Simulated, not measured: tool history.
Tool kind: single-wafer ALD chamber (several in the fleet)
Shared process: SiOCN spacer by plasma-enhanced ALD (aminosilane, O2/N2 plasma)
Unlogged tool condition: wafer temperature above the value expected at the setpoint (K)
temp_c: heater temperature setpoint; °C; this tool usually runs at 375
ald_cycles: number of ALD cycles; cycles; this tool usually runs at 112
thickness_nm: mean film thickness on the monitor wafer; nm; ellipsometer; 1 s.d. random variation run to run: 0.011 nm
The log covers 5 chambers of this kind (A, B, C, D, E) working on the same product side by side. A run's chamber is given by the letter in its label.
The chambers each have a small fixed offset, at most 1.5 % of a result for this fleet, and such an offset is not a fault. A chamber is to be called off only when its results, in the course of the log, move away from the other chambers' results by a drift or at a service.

run   hour  temp_c  ald_cycles  hours since the last thermocouple change  read-back reference wafer on the same gauge, thickness_nm  thickness_nm
 1A   14.5     375         112                                     755.5                                                     7.6997         6.788
 2D   27.4     375         112                                      1842                                                     7.6976        6.7086
 3C     36     375         112                                     236.2                                                      7.693        6.8295
      40.3  -- chamber D: thermocouple changed; heater temperature recalibrated
 4B   46.2     375         112                                     952.7                                                     7.6978        6.7511
 5E   57.5     375         101                                     991.4                                                     7.6956        6.1342
 6D   68.1     375         101                                      27.9                                                     7.6892         6.059
 7C   78.5     375         101                                     278.7                                                     7.6909        6.1604
 8B   93.7     375         101                                    1000.2                                                     7.6894        6.0918
 9A  105.9     375         101                                     846.9                                                     7.6905        6.1271
10E  121.8     375         112                                    1055.7                                                      7.689        6.8341
11E  130.1     375          96                                      1064                                                     7.6833        5.8242
12C  142.2     375          96                                     342.4                                                     7.6841        5.8537
13B    158     375          96                                    1064.5                                                      7.681        5.7866
14A  167.3     375          96                                     908.3                                                      7.679        5.8182
15D  178.3     375          96                                     138.1                                                     7.6771        5.7526
16B  190.9     375         112                                    1097.4                                                     7.6783        6.7229
17A  198.2     375         112                                     939.2                                                      7.681         6.778
18C  211.3     375         112                                     411.5                                                     7.6781        6.8096
19D  219.5     375         112                                     179.3                                                     7.6768        6.7136
20E  231.4     367         131                                    1165.3                                                     7.6752        7.9858
21E    242     367         131                                    1175.9                                                     7.6754        7.9663
22A  256.7     367         131                                     997.7                                                     7.6716        7.9301
23B  270.6     367         131                                    1177.1                                                     7.6688        7.9106
24C  277.6     367         131                                     477.8                                                     7.6695        7.9697
25D  291.5     375         112                                     251.3                                                     7.6696        6.6911
26D  305.7     375         112                                     265.5                                                      7.667        6.7015
27C  320.1     375         100                                     520.3                                                     7.6641         6.062
28B  334.6     375         100                                    1241.1                                                     7.6611         6.007
29A  342.2     375         100                                    1083.2                                                     7.6627        6.0396
30E  357.4     375         100                                    1291.3                                                      7.664        6.0645
31C  366.1     375         100                                     566.3                                                     7.6559        6.0585
     367.1  -- chamber B: thermocouple changed; heater temperature recalibrated
32E  375.6     375         112                                    1309.5                                                     7.6589        6.7809
33D  383.5     375         112                                     343.3                                                     7.6607        6.6946
34A  391.2     375         112                                    1132.2                                                      7.658        6.7549
35B  399.9     375         112                                      32.8                                                     7.6583        6.7323
36D  411.7     375         112                                     371.5                                                     7.6544        6.7114
37C  419.3     375         112                                     619.5                                                      7.652        6.7894
38A  428.6     375         112                                    1169.6                                                     7.6519        6.7652
39E  442.6     375         112                                    1376.5                                                     7.6501          6.79

Is one chamber off against the others, does the gauge drift, or is nothing wrong? If a chamber is off, say which, and what the likeliest cause is.

The gauge drifts, so all chambers seem to drift together. No chamber is off.
What lies behind it: gauge reads low (%) = 0.649.
